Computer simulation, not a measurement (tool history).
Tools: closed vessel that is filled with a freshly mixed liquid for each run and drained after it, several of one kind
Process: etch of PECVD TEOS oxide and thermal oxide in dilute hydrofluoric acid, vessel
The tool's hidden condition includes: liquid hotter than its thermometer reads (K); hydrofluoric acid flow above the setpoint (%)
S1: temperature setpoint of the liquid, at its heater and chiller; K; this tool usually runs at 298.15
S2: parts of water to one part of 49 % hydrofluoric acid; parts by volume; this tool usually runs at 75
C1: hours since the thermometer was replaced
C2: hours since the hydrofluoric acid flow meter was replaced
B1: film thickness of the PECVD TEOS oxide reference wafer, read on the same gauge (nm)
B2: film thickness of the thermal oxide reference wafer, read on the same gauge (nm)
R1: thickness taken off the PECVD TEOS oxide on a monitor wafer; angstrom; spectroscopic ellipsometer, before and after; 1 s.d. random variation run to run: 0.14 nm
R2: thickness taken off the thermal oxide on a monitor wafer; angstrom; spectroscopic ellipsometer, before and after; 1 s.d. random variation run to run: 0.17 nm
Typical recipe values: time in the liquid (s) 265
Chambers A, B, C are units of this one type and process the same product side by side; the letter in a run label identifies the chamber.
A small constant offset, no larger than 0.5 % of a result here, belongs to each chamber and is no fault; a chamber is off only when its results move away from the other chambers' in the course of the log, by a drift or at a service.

{"run": "1A", "hour": 4.9, "S1": 298.15, "S2": 75, "time in the liquid (s)": 265, "C1": 954.9, "C2": 376, "B1": 49.99, "B2": 100, "R1": 393.99, "R2": 179.69}
{"run": "2C", "hour": 8.7, "S1": 298.15, "S2": 75, "time in the liquid (s)": 265, "C1": 2532.2, "C2": 378.1, "B1": 50.001, "B2": 100.02, "R1": 394.18, "R2": 177.63}
{"run": "3B", "hour": 14.6, "S1": 298.15, "S2": 75, "time in the liquid (s)": 265, "C1": 492.5, "C2": 249.9, "B1": 50.047, "B2": 99.988, "R1": 397.61, "R2": 177.05}
{"run": "4B", "hour": 19.6, "S1": 298.15, "S2": 75, "time in the liquid (s)": 265, "C1": 497.5, "C2": 254.9, "B1": 49.995, "B2": 100, "R1": 395.49, "R2": 179.41}
{"run": "5A", "hour": 26.7, "S1": 298.15, "S2": 75, "time in the liquid (s)": 265, "C1": 976.7, "C2": 397.8, "B1": 49.993, "B2": 100.01, "R1": 396.41, "R2": 181.4}
{"run": "6C", "hour": 30.6, "S1": 298.15, "S2": 75, "time in the liquid (s)": 265, "C1": 2554.1, "C2": 400, "B1": 49.968, "B2": 100, "R1": 395.95, "R2": 178.67}
{"run": "7B", "hour": 36.6, "S1": 298.15, "S2": 75, "time in the liquid (s)": 265, "C1": 514.5, "C2": 271.9, "B1": 50.021, "B2": 99.991, "R1": 397.28, "R2": 182.82}
{"run": "8C", "hour": 41.4, "S1": 298.15, "S2": 75, "time in the liquid (s)": 265, "C1": 2564.9, "C2": 410.8, "B1": 50.014, "B2": 99.999, "R1": 396.72, "R2": 181.13}
{"run": "9A", "hour": 47.5, "S1": 298.15, "S2": 75, "time in the liquid (s)": 265, "C1": 997.5, "C2": 418.6, "B1": 50.009, "B2": 100, "R1": 394.65, "R2": 182.89}
{"run": "10B", "hour": 51.7, "S1": 294.65, "S2": 75, "time in the liquid (s)": 265, "C1": 529.6, "C2": 287, "B1": 49.985, "B2": 99.991, "R1": 346.39, "R2": 154.14}
{"run": "11C", "hour": 57.7, "S1": 294.65, "S2": 75, "time in the liquid (s)": 265, "C1": 2581.2, "C2": 427.1, "B1": 49.996, "B2": 100.01, "R1": 342.11, "R2": 157.57}
{"run": "12A", "hour": 64.4, "S1": 294.65, "S2": 75, "time in the liquid (s)": 265, "C1": 1014.4, "C2": 435.5, "B1": 50, "B2": 100, "R1": 339.22, "R2": 156}
{"run": "13B", "hour": 70.1, "S1": 298.15, "S2": 40, "time in the liquid (s)": 365, "C1": 548, "C2": 305.4, "B1": 50.019, "B2": 100, "R1": 1078.4, "R2": 496.5}
{"run": "14C", "hour": 74.2, "S1": 298.15, "S2": 40, "time in the liquid (s)": 365, "C1": 2597.7, "C2": 443.6, "B1": 50.01, "B2": 100.01, "R1": 1063.3, "R2": 486.79}
{"run": "15A", "hour": 78.8, "S1": 298.15, "S2": 40, "time in the liquid (s)": 365, "C1": 1028.8, "C2": 449.9, "B1": 50.001, "B2": 100.02, "R1": 1076, "R2": 486.98}
{"run": "16A", "hour": 85.8, "S1": 298.15, "S2": 75, "time in the liquid (s)": 265, "C1": 1035.8, "C2": 456.9, "B1": 49.996, "B2": 99.98, "R1": 395.59, "R2": 178.64}
{"run": "17B", "hour": 89.5, "S1": 298.15, "S2": 75, "time in the liquid (s)": 265, "C1": 567.4, "C2": 324.8, "B1": 49.992, "B2": 100.01, "R1": 401.34, "R2": 183.03}
{"run": "18C", "hour": 94.8, "S1": 298.15, "S2": 75, "time in the liquid (s)": 265, "C1": 2618.3, "C2": 464.2, "B1": 50.001, "B2": 99.987, "R1": 394.74, "R2": 183.29}
{"run": "19A", "hour": 99.5, "S1": 298.15, "S2": 75, "time in the liquid (s)": 265, "C1": 1049.5, "C2": 470.6, "B1": 50.007, "B2": 100.02, "R1": 392.96, "R2": 181.36}
{"run": "20B", "hour": 105.5, "S1": 298.15, "S2": 75, "time in the liquid (s)": 265, "C1": 583.4, "C2": 340.8, "B1": 49.982, "B2": 99.988, "R1": 406.89, "R2": 185.83}
{"run": "21C", "hour": 108.7, "S1": 298.15, "S2": 75, "time in the liquid (s)": 265, "C1": 2632.2, "C2": 478.1, "B1": 50.003, "B2": 100, "R1": 396.79, "R2": 179.32}
{"run": "22B", "hour": 112.5, "S1": 298.15, "S2": 75, "time in the liquid (s)": 265, "C1": 590.4, "C2": 347.8, "B1": 50.014, "B2": 100.01, "R1": 404.73, "R2": 187.12}
{"hour": 113.7, "done": "chamber C: thermometer replaced"}
{"hour": 117.7, "done": "chamber A: hydrofluoric acid flow meter replaced"}
{"run": "23A", "hour": 119.5, "S1": 295.65, "S2": 100, "time in the liquid (s)": 265, "C1": 1069.5, "C2": 1.8, "B1": 50.003, "B2": 99.997, "R1": 259.5, "R2": 120.16}
{"hour": 121.6, "done": "chamber B: thermometer replaced"}
{"run": "24C", "hour": 125.7, "S1": 295.65, "S2": 100, "time in the liquid (s)": 265, "C1": 12.1, "C2": 495.1, "B1": 50.009, "B2": 100.02, "R1": 262, "R2": 118.79}
{"run": "25C", "hour": 130.0, "S1": 295.65, "S2": 100, "time in the liquid (s)": 265, "C1": 16.4, "C2": 499.4, "B1": 50.009, "B2": 100.01, "R1": 260.14, "R2": 118.81}
{"run": "26B", "hour": 135.3, "S1": 298.15, "S2": 75, "time in the liquid (s)": 265, "C1": 13.8, "C2": 370.6, "B1": 50.02, "B2": 99.997, "R1": 408.52, "R2": 187.76}
{"run": "27A", "hour": 138.9, "S1": 298.15, "S2": 75, "time in the liquid (s)": 265, "C1": 1088.9, "C2": 21.2, "B1": 50.016, "B2": 99.986, "R1": 394.4, "R2": 179.08}
{"run": "28C", "hour": 143.5, "S1": 298.15, "S2": 75, "time in the liquid (s)": 265, "C1": 29.9, "C2": 512.9, "B1": 49.987, "B2": 100, "R1": 397.43, "R2": 180.52}
{"run": "29B", "hour": 150.3, "S1": 302.65, "S2": 75, "time in the liquid (s)": 265, "C1": 28.8, "C2": 385.6, "B1": 50.004, "B2": 99.997, "R1": 490.9, "R2": 222.25}
{"run": "30A", "hour": 155.6, "S1": 302.65, "S2": 75, "time in the liquid (s)": 265, "C1": 1105.6, "C2": 37.9, "B1": 49.997, "B2": 99.978, "R1": 470.36, "R2": 216.65}

For the next run the whole fleet of 3 chambers uses the same settings. Give each chamber's results:
{"run": "31A", "hour": 160.8, "S1": 303.15, "S2": 75, "time in the liquid (s)": 265, "R1": "?", "R2": "?"}
{"run": "31B", "hour": 160.8, "S1": 303.15, "S2": 75, "time in the liquid (s)": 265, "R1": "?", "R2": "?"}
{"run": "31C", "hour": 160.8, "S1": 303.15, "S2": 75, "time in the liquid (s)": 265, "R1": "?", "R2": "?"}

run=31A R1=480.96 R2=217.53
run=31B R1=500.89 R2=228.44
run=31C R1=480.68 R2=222.31

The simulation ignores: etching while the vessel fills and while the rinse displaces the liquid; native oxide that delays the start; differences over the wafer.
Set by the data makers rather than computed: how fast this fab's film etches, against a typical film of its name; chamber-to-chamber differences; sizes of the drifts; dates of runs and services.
